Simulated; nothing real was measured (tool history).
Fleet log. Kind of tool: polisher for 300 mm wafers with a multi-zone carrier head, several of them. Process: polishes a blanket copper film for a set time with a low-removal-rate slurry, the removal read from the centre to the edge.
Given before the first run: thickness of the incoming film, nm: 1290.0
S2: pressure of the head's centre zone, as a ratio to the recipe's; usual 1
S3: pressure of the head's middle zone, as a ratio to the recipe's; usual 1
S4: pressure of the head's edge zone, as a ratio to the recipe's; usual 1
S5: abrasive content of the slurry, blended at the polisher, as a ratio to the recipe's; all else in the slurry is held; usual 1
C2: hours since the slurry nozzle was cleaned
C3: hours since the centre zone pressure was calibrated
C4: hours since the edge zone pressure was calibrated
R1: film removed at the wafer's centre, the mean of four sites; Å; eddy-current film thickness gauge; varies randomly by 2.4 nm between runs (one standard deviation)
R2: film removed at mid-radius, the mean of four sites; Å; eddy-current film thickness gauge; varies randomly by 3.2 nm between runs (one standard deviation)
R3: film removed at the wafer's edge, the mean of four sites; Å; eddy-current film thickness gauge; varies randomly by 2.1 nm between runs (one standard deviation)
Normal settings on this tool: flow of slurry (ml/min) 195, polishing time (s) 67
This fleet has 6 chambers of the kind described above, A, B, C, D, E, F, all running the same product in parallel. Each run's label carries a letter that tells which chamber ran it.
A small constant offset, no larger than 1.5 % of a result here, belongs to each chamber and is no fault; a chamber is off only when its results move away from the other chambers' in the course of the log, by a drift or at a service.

At hour 3.4: chamber D: worn pad replaced by a new one.
At hour 3.5: chamber E: centre zone pressure recalibrated.
Run 1D, hour 6.5: usual settings; wafers polished on this pad 49; C2 72.5; C3 130.2; C4 559.1. Result: R1 2345.2 Å, R2 2395.4 Å, R3 2364.7 Å.
Run 2A, hour 13.1: usual settings; wafers polished on this pad 966; C2 535.1; C3 729.4; C4 310.4. Result: R1 2328.9 Å, R2 2361 Å, R3 2344.5 Å.
At hour 14.8: chamber F: worn pad replaced by a new one.
At hour 14.8: chamber E: worn pad replaced by a new one.
At hour 17.4: chamber B: worn pad replaced by a new one.
Run 3B, hour 17.4: usual settings; wafers polished on this pad 0; C2 174.3; C3 562.7; C4 670.7. Result: R1 2370.9 Å, R2 2404.6 Å, R3 2416.8 Å.
At hour 18.4: chamber A: worn pad replaced by a new one.
Run 4C, hour 26.4: usual settings; wafers polished on this pad 600; C2 646.7; C3 304.8; C4 235.8. Result: R1 2383.5 Å, R2 2413.6 Å, R3 2364 Å.
Run 5F, hour 31.7: usual settings; wafers polished on this pad 262; C2 131.2; C3 534.9; C4 223.5. Result: R1 2406.1 Å, R2 2386.6 Å, R3 2417.7 Å.
Run 6E, hour 37.5: usual settings; wafers polished on this pad 353; C2 117.4; C3 34; C4 357.3. Result: R1 2440.2 Å, R2 2360.9 Å, R3 2404.9 Å.
At hour 42.3: chamber B: centre zone pressure recalibrated.
At hour 42.9: chamber C: worn pad replaced by a new one.
Run 7B, hour 43.1: usual settings; wafers polished on this pad 398; C2 200; C3 0.9; C4 696.4. Result: R1 2438 Å, R2 2443.9 Å, R3 2393.5 Å.
Run 8D, hour 50.1: usual settings; wafers polished on this pad 724; C2 116.1; C3 173.8; C4 602.7. Result: R1 2374.9 Å, R2 2395.6 Å, R3 2379.6 Å.
Run 9F, hour 55.4: usual settings; wafers polished on this pad 629; C2 154.9; C3 558.6; C4 247.2. Result: R1 2408.6 Å, R2 2321.4 Å, R3 2361.4 Å.
Run 10E, hour 60.2: usual settings; wafers polished on this pad 704; C2 140.1; C3 56.7; C4 380. Result: R1 2417.7 Å, R2 2348.7 Å, R3 2374.3 Å.
At hour 62.6: chamber B: worn pad replaced by a new one.
Run 11C, hour 64.7: usual settings; wafers polished on this pad 338; C2 685; C3 343.1; C4 274.1. Result: R1 2388.5 Å, R2 2322.6 Å, R3 2378.1 Å.
At hour 67.7: chamber D: worn pad replaced by a new one.
Run 12A, hour 73.7: usual settings; wafers polished on this pad 857; C2 595.7; C3 790; C4 371. Result: R1 2331.3 Å, R2 2367.8 Å, R3 2377.2 Å.
Run 13F, hour 77.8: usual settings; wafers polished on this pad 976; C2 177.3; C3 581; C4 269.6. Result: R1 2391.6 Å, R2 2396.7 Å, R3 2388.3 Å.
At hour 82.6: chamber E: worn pad replaced by a new one.
At hour 82.8: chamber A: worn pad replaced by a new one.
Run 14C, hour 84.6: usual settings; wafers polished on this pad 646; C2 704.9; C3 363; C4 294. Result: R1 2378.1 Å, R2 2345.4 Å, R3 2387.9 Å.
Run 15A, hour 91.6: usual settings; wafers polished on this pad 136; C2 613.6; C3 807.9; C4 388.9. Result: R1 2267.7 Å, R2 2333.7 Å, R3 2350.5 Å.
Run 16D, hour 97.6: usual settings; wafers polished on this pad 464; C2 163.6; C3 221.3; C4 650.2. Result: R1 2357.3 Å, R2 2393.5 Å, R3 2399.5 Å.
At hour 100.2: chamber D: edge zone pressure recalibrated.
At hour 101.8: chamber F: worn pad replaced by a new one.
At hour 102.8: chamber C: worn pad replaced by a new one.
Run 17B, hour 105.2: usual settings; wafers polished on this pad 660; C2 262.1; C3 63; C4 758.5. Result: R1 2384.5 Å, R2 2412.5 Å, R3 2380.1 Å.
At hour 109.2: chamber B: worn pad replaced by a new one.
Run 18E, hour 113.1: usual settings; wafers polished on this pad 472; C2 193; C3 109.6; C4 432.9. Result: R1 2410 Å, R2 2400.9 Å, R3 2346.5 Å.
Run 19C, hour 117.5: usual settings but S4 0.95; wafers polished on this pad 228; C2 737.8; C3 395.9; C4 326.9. Result: R1 2435.2 Å, R2 2379.5 Å, R3 2301 Å.
At hour 122.6: chamber C: slurry nozzle cleaned.
Run 20D, hour 126: usual settings but S4 0.95; wafers polished on this pad 904; C2 192; C3 249.7; C4 25.8. Result: R1 2366.3 Å, R2 2453.6 Å, R3 2294.5 Å.
Run 21F, hour 130.8: usual settings but S4 0.95; wafers polished on this pad 450; C2 230.3; C3 634; C4 322.6. Result: R1 2402.9 Å, R2 2352 Å, R3 2307.7 Å.
At hour 135.3: chamber D: worn pad replaced by a new one.
Run 22B, hour 138.7: usual settings but S4 0.95; wafers polished on this pad 458; C2 295.6; C3 96.5; C4 792. Result: R1 2377.5 Å, R2 2377.6 Å, R3 2329.6 Å.
At hour 143.8: chamber A: worn pad replaced by a new one.
At hour 144: chamber E: worn pad replaced by a new one.
Run 23E, hour 145.2: usual settings but S4 0.95; wafers polished on this pad 19; C2 225.1; C3 141.7; C4 465. Result: R1 2379.6 Å, R2 2341.4 Å, R3 2287.3 Å.
At hour 146.9: chamber F: slurry nozzle cleaned.
Run 24A, hour 154.2: usual settings but S4 0.95; wafers polished on this pad 161; C2 676.2; C3 870.5; C4 451.5. Result: R1 2232.4 Å, R2 2362.6 Å, R3 2334.1 Å.
At hour 156: chamber B: worn pad replaced by a new one.
Run 25F, hour 158.3: usual settings; wafers polished on this pad 876; C2 11.5; C3 661.5; C4 350.1. Result: R1 2382.1 Å, R2 2416.8 Å, R3 2381.9 Å.
At hour 162.7: chamber C: worn pad replaced by a new one.
Run 26D, hour 166.4: usual settings but S3 0.94; wafers polished on this pad 482; C2 232.4; C3 290.1; C4 66.2. Result: R1 2375.3 Å, R2 2295.3 Å, R3 2413 Å.
Run 27B, hour 171: usual settings but S3 0.94; wafers polished on this pad 233; C2 327.9; C3 128.8; C4 824.3. Result: R1 2388.7 Å, R2 2230.9 Å, R3 2400 Å.
Run 28C, hour 180.1: usual settings but S3 0.94; wafers polished on this pad 269; C2 57.6; C3 458.5; C4 389.5. Result: R1 2421.9 Å, R2 2170 Å, R3 2336.4 Å.
At hour 184.4: chamber D: slurry nozzle cleaned.
Run 29A, hour 188.8: usual settings but S3 0.94; wafers polished on this pad 697; C2 710.8; C3 905.1; C4 486.1. Result: R1 2193.1 Å, R2 2225.9 Å, R3 2345.8 Å.
Run 30E, hour 197.5: usual settings but S3 0.94; wafers polished on this pad 829; C2 277.4; C3 194; C4 517.3. Result: R1 2410.7 Å, R2 2254.5 Å, R3 2351.7 Å.
At hour 200.9: chamber B: worn pad replaced by a new one.
Run 31B, hour 202.4: usual settings but S3 0.94; wafers polished on this pad 23; C2 359.3; C3 160.2; C4 855.7. Result: R1 2467.6 Å, R2 2246.5 Å, R3 2402.7 Å.
At hour 205.7: chamber F: worn pad replaced by a new one.
At hour 206.1: chamber D: worn pad replaced by a new one.
Run 32D, hour 208: usual settings; wafers polished on this pad 29; C2 23.6; C3 331.7; C4 107.8. Result: R1 2348.3 Å, R2 2386.1 Å, R3 2369 Å.
At hour 208.5: chamber E: worn pad replaced by a new one.
At hour 210.3: chamber A: worn pad replaced by a new one.
Run 33F, hour 214.1: usual settings but polishing time (s) 53; wafers polished on this pad 130; C2 67.3; C3 717.3; C4 405.9. Result: R1 1882.5 Å, R2 1890.8 Å, R3 1887.5 Å.
At hour 215.3: chamber C: worn pad replaced by a new one.
Run 34C, hour 221.3: usual settings but polishing time (s) 53; wafers polished on this pad 93; C2 98.8; C3 499.7; C4 430.7. Result: R1 1885.9 Å, R2 1860.4 Å, R3 1852.6 Å.
Run 35A, hour 227: usual settings but polishing time (s) 53; wafers polished on this pad 259; C2 749; C3 943.3; C4 524.3. Result: R1 1711.5 Å, R2 1839 Å, R3 1831.9 Å.
Run 36E, hour 234.3: usual settings but polishing time (s) 53; wafers polished on this pad 400; C2 314.2; C3 230.8; C4 554.1. Result: R1 1865.2 Å, R2 1873.9 Å, R3 1909 Å.
Run 37C, hour 242.8: usual settings but polishing time (s) 53; wafers polished on this pad 426; C2 120.3; C3 521.2; C4 452.2. Result: R1 1909.2 Å, R2 1870.8 Å, R3 1884.1 Å.
Run 38E, hour 247.7: usual settings but polishing time (s) 53; wafers polished on this pad 607; C2 327.6; C3 244.2; C4 567.5. Result: R1 1878.5 Å, R2 1854.5 Å, R3 1890 Å.
Run 39F, hour 252: usual settings; wafers polished on this pad 717; C2 105.2; C3 755.2; C4 443.8. Result: R1 2419.7 Å, R2 2391.4 Å, R3 2395.5 Å.
At hour 256.7: chamber D: centre zone pressure recalibrated.
Run 40D, hour 261.2: usual settings; wafers polished on this pad 853; C2 76.8; C3 4.5; C4 161. Result: R1 2377.2 Å, R2 2378.9 Å, R3 2358.8 Å.

Is one chamber out of step, is the gauge drifting, or do the chambers differ by no more than their own small offsets? For an off chamber, give its letter and the likeliest cause.

It is chamber A that slowly wanders off from its peers.
Most likely cause: centre zone's pressure below its setpoint, % = 9.84.

Below are 4 candidate recipes for chamber A's next run, each the usual settings with a change, their results shown as question marks. Which of them brings A's results back in line with what the other chambers give on the usual settings?
To be in line, a result may differ from the other chambers' mean on the usual settings by at most: R1 83 Å; R2 110 Å; R3 73 Å
Run 41A-1, hour 267.8: usual settings but flow of slurry (ml/min) 215, S2 1.17, S3 0.94, S4 0.93, polishing time (s) 70. Result: R1 ?, R2 ?, R3 ?.
Run 41A-2, hour 267.8: usual settings but flow of slurry (ml/min) 205, S2 1.09, S3 0.97, S4 0.97, polishing time (s) 68. Result: R1 ?, R2 ?, R3 ?.
Run 41A-3, hour 267.8: usual settings but flow of slurry (ml/min) 180, S2 0.84, S3 1.05, S4 1.05, polishing time (s) 65. Result: R1 ?, R2 ?, R3 ?.
Run 41A-4, hour 267.8: usual settings but flow of slurry (ml/min) 185, S2 0.91, S3 1.03, S4 1.03, polishing time (s) 66. Result: R1 ?, R2 ?, R3 ?.

What the other chambers average on the usual settings: R1 2396 Å; R2 2379.2 Å; R3 2384 Å
  run      R1      R2      R3
41A-1  2641.8    2381  2393.8
41A-2  2359.6  2364.6    2363
41A-3  1657.7  2383.6  2317.1
41A-4    1848    2388  2337.1
Change 41A-2 lands the chamber within the allowed miss of the other chambers.
